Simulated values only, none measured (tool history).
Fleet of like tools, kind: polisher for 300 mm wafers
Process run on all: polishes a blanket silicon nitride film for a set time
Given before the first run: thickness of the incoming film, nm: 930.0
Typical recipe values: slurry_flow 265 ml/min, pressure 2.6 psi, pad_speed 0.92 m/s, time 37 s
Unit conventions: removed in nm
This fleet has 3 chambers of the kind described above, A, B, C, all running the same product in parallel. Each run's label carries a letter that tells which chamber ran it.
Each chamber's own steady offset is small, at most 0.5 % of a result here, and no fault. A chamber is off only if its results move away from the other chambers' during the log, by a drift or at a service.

| run | hour | slurry_flow | pressure | pad_speed | time | wafers polished on this pad | hours since the slurry nozzle was cleaned | hours since the head pressure was calibrated | removed |
|---|---|---|---|---|---|---|---|---|---|
| 1A | 11.4 | 265 | 2.6 | 0.92 | 37 | 1092 | 11.7 | 601.1 | 47.992 |
|  | 16.4 | chamber C: worn pad replaced by a new one |
| 2C | 17 | 265 | 2.6 | 0.92 | 37 | 9 | 93.1 | 185.7 | 47.341 |
| 3B | 22.6 | 265 | 2.6 | 0.92 | 37 | 565 | 109.7 | 1032.7 | 47.086 |
| 4C | 31.9 | 265 | 2.6 | 0.92 | 37 | 231 | 108 | 200.6 | 47.252 |
|  | 38.7 | chamber B: head pressure recalibrated |
| 5B | 41.9 | 265 | 2.6 | 0.92 | 37 | 852 | 129 | 3.2 | 46.659 |
| 6A | 50.9 | 265 | 2.6 | 0.92 | 37 | 1680 | 51.2 | 640.6 | 47.706 |
| 7B | 57.4 | 265 | 2.6 | 0.92 | 37 | 1083 | 144.5 | 18.7 | 46.843 |
|  | 58.9 | chamber B: worn pad replaced by a new one |
| 8C | 65.9 | 265 | 2.6 | 0.92 | 37 | 737 | 142 | 234.6 | 47.559 |
| 9A | 74.7 | 335 | 2.6 | 0.92 | 43 | 2034 | 75 | 664.4 | 56.245 |
| 10A | 81.6 | 335 | 2.6 | 0.92 | 43 | 2137 | 81.9 | 671.3 | 56.412 |
|  | 88.7 | chamber C: worn pad replaced by a new one |
| 11C | 90.3 | 335 | 2.6 | 0.92 | 43 | 24 | 166.4 | 259 | 56.313 |
| 12B | 96.3 | 265 | 2.6 | 0.92 | 37 | 557 | 183.4 | 57.6 | 47.019 |
| 13B | 108.5 | 265 | 2.6 | 0.92 | 37 | 738 | 195.6 | 69.8 | 47.188 |
| 14C | 115.2 | 265 | 2.6 | 0.92 | 37 | 394 | 191.3 | 283.9 | 47.444 |
| 15A | 122.8 | 265 | 2.6 | 0.92 | 37 | 2750 | 123.1 | 712.5 | 47.448 |
| 16B | 132.6 | 265 | 2.6 | 0.92 | 37 | 1097 | 219.7 | 93.9 | 47.107 |
|  | 132.7 | chamber A: head pressure recalibrated |
|  | 133.7 | chamber B: worn pad replaced by a new one |
| 17A | 139.7 | 265 | 2.6 | 0.92 | 37 | 3002 | 140 | 7.1 | 46.676 |
| 18C | 150.1 | 265 | 2.6 | 0.92 | 37 | 914 | 226.2 | 318.8 | 47.032 |
| 19B | 155.4 | 265 | 2.6 | 0.92 | 37 | 323 | 242.5 | 116.7 | 47.253 |
| 20A | 160.8 | 265 | 2.6 | 0.92 | 37 | 3316 | 161.1 | 28.2 | 46.377 |
|  | 164.1 | chamber C: worn pad replaced by a new one |
| 21C | 172.3 | 265 | 2.6 | 0.92 | 37 | 123 | 248.4 | 341 | 47.159 |
| 22A | 184.2 | 265 | 2.6 | 0.92 | 37 | 3664 | 184.5 | 51.6 | 46.646 |
| 23C | 193.2 | 265 | 2.6 | 0.92 | 37 | 434 | 269.3 | 361.9 | 48.234 |
| 24B | 199.8 | 265 | 2.6 | 0.92 | 37 | 984 | 286.9 | 161.1 | 47.145 |
|  | 202.2 | chamber B: worn pad replaced by a new one |
| 25C | 208 | 265 | 2.6 | 0.92 | 37 | 654 | 284.1 | 376.7 | 47.232 |
| 26A | 217.6 | 225 | 2.6 | 0.92 | 42 | 4161 | 217.9 | 85 | 50.853 |
| 27B | 228.8 | 225 | 2.6 | 0.92 | 42 | 396 | 315.9 | 190.1 | 52.873 |
|  | 229.7 | chamber C: worn pad replaced by a new one |
| 28A | 236.7 | 225 | 2.6 | 0.92 | 42 | 4445 | 237 | 104.1 | 51.494 |
| 29C | 246.8 | 265 | 2.6 | 0.92 | 37 | 254 | 322.9 | 415.5 | 47.465 |
| 30B | 253.1 | 265 | 2.6 | 0.92 | 37 | 757 | 340.2 | 214.4 | 47.236 |
| 31A | 259 | 265 | 2.6 | 0.92 | 37 | 4777 | 259.3 | 126.4 | 45.506 |
|  | 261.2 | chamber B: worn pad replaced by a new one |
| 32B | 270 | 265 | 2.6 | 0.92 | 37 | 132 | 357.1 | 231.3 | 47.041 |
| 33C | 277.7 | 265 | 2.6 | 0.92 | 37 | 714 | 353.8 | 446.4 | 47.173 |
| 34C | 284.7 | 265 | 2.6 | 0.92 | 37 | 818 | 360.8 | 453.4 | 47.108 |
| 35B | 290.5 | 265 | 2.6 | 0.92 | 37 | 437 | 377.6 | 251.8 | 46.961 |
|  | 295.3 | chamber C: worn pad replaced by a new one |
| 36A | 297.2 | 265 | 2.6 | 0.92 | 37 | 5346 | 297.5 | 164.6 | 44.906 |
| 37B | 308.8 | 265 | 2.6 | 0.92 | 37 | 709 | 395.9 | 270.1 | 46.602 |
| 38A | 317.9 | 265 | 2.6 | 0.92 | 37 | 5654 | 318.2 | 185.3 | 45.172 |
| 39C | 330.1 | 265 | 2.6 | 0.92 | 37 | 518 | 406.2 | 498.8 | 47.211 |

Decide between three cases: one chamber stands off from its peers, the gauge reading all wafers drifts, or nothing is wrong past each chamber's small offset. Where a chamber is off, say which and what most likely put it there.

Chamber A drifts away from the others.
Likeliest cause: removal rate lost through wear of the pad, % = 5.74.
From this log alone, it may not be told apart from: slurry flow missing at the pad, %.

Here are 4 candidates for chamber A's next run, each the usual settings with a change, their results left as question marks. Which one brings its results back in line with what the others give on the usual settings?
In line means no further than this from the other chambers' mean on the usual settings: removed 1.1 nm
| 40A-1 | 338.9 | 230 | 2.6 | 0.92 | 37 |  |  |  | ? |
| 40A-2 | 338.9 | 265 | 2.5 | 0.9 | 37 |  |  |  | ? |
| 40A-3 | 338.9 | 265 | 2.6 | 0.92 | 39 |  |  |  | ? |
| 40A-4 | 338.9 | 265 | 2.6 | 0.94 | 37 |  |  |  | ? |

Average result of the remaining chambers running the usual settings: removed 47.149 nm
| run | removed |
|---|---|
| 40A-1 | 43.935 |
| 40A-2 | 42.164 |
| 40A-3 | 47.022 |
| 40A-4 | 45.374 |
Change 40A-3 lands the chamber within the allowed miss of the other chambers.
